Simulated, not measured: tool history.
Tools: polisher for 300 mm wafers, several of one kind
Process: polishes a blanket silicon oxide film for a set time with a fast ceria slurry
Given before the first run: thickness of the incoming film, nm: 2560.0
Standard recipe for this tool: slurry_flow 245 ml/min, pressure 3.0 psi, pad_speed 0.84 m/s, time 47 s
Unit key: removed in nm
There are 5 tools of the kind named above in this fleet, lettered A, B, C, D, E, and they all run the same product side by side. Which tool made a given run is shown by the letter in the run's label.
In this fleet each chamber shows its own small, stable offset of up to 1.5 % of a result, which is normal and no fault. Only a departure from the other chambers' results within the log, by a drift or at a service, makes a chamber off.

run,day,slurry_flow,pressure,pad_speed,time,removed
# day 0.338: chamber B: worn pad replaced by a new one
1A,0.612,245,3.0,0.84,47,639.32
2E,0.925,245,3.0,0.84,47,623.11
# day 1.079: chamber C: head pressure recalibrated
3C,1.362,245,3.0,0.84,47,634.20
4B,1.675,245,3.0,0.84,47,617.30
# day 1.758: chamber E: worn pad replaced by a new one
5D,2.233,245,3.0,0.84,47,625.08
6E,2.592,245,3.0,0.84,47,632.93
7A,2.942,245,3.0,0.84,47,632.93
# day 3.408: chamber C: worn pad replaced by a new one
8D,3.458,245,3.0,0.84,47,621.78
# day 3.508: chamber B: head pressure recalibrated
# day 3.562: chamber D: worn pad replaced by a new one
# day 3.612: chamber E: slurry nozzle cleaned
9C,3.754,245,3.0,0.84,47,625.50
10B,4.262,245,3.0,0.84,47,614.60
11B,4.742,245,3.0,0.84,47,626.77
# day 4.846: chamber B: worn pad replaced by a new one
# day 5.050: chamber E: worn pad replaced by a new one
12C,5.312,245,3.0,0.84,47,624.14
# day 5.408: chamber E: head pressure recalibrated
13D,5.892,245,3.0,0.84,47,630.16
14A,6.279,245,3.0,0.84,47,609.70
# day 6.650: chamber C: slurry nozzle cleaned
15E,6.683,245,3.0,0.84,47,622.85
# day 7.038: chamber C: worn pad replaced by a new one
16E,7.108,245,3.0,0.84,47,625.63
# day 7.150: chamber D: worn pad replaced by a new one
17A,7.408,245,3.0,0.84,47,603.95
18B,7.883,245,3.0,0.84,47,629.72
19D,8.225,245,3.0,0.84,47,618.28
# day 8.392: chamber E: worn pad replaced by a new one
20C,8.821,245,3.0,0.84,47,619.60
21B,9.279,245,3.0,0.84,47,623.44
22C,9.671,245,3.0,0.84,47,637.87
23A,10.008,245,3.0,0.84,47,603.49
# day 10.392: chamber B: worn pad replaced by a new one
24D,10.588,245,3.0,0.84,47,623.23
# day 10.596: chamber D: head pressure recalibrated
25E,11.012,245,3.0,0.84,47,631.09
# day 11.188: chamber C: worn pad replaced by a new one
# day 11.488: chamber D: worn pad replaced by a new one
26D,11.650,245,3.0,0.84,47,622.24
27B,12.121,245,3.0,0.84,47,627.54
# day 12.167: chamber E: worn pad replaced by a new one
# day 12.467: chamber B: slurry nozzle cleaned
28A,12.633,245,3.0,0.84,47,588.88
29C,13.154,245,3.0,0.62,47,471.71
30E,13.671,245,3.0,0.62,47,467.12
31A,14.196,245,3.0,0.62,47,431.33
32B,14.692,245,3.0,0.62,47,466.49
# day 15.062: chamber C: worn pad replaced by a new one
# day 15.075: chamber D: worn pad replaced by a new one
33D,15.262,245,3.0,0.62,47,459.63
# day 15.312: chamber C: slurry nozzle cleaned
34E,15.750,245,3.0,0.84,47,622.78
# day 16.075: chamber E: worn pad replaced by a new one
# day 16.183: chamber B: worn pad replaced by a new one
35C,16.317,285,3.3,0.84,47,702.76
# day 16.583: chamber A: slurry nozzle cleaned
36E,16.654,285,3.3,0.84,47,715.43
# day 16.958: chamber B: head pressure recalibrated
37A,16.958,285,3.3,0.84,47,658.50
38B,17.254,285,3.3,0.84,47,699.77
39D,17.879,285,3.3,0.84,47,693.43
40C,18.171,245,3.0,0.84,47,622.11
# day 18.271: chamber E: slurry nozzle cleaned
41E,18.812,245,3.0,0.64,53,542.23
# day 18.879: chamber C: worn pad replaced by a new one
42C,19.350,245,3.0,0.64,53,527.78

The same settings go to every chamber for the next run, one line per chamber below. Forecast the results for each:
43A,19.812,245,3.0,0.84,47,?
43B,19.812,245,3.0,0.84,47,?
43C,19.812,245,3.0,0.84,47,?
43D,19.812,245,3.0,0.84,47,?
43E,19.812,245,3.0,0.84,47,?

run,removed
43A,593.66
43B,619.72
43C,624.71
43D,609.04
43E,623.84

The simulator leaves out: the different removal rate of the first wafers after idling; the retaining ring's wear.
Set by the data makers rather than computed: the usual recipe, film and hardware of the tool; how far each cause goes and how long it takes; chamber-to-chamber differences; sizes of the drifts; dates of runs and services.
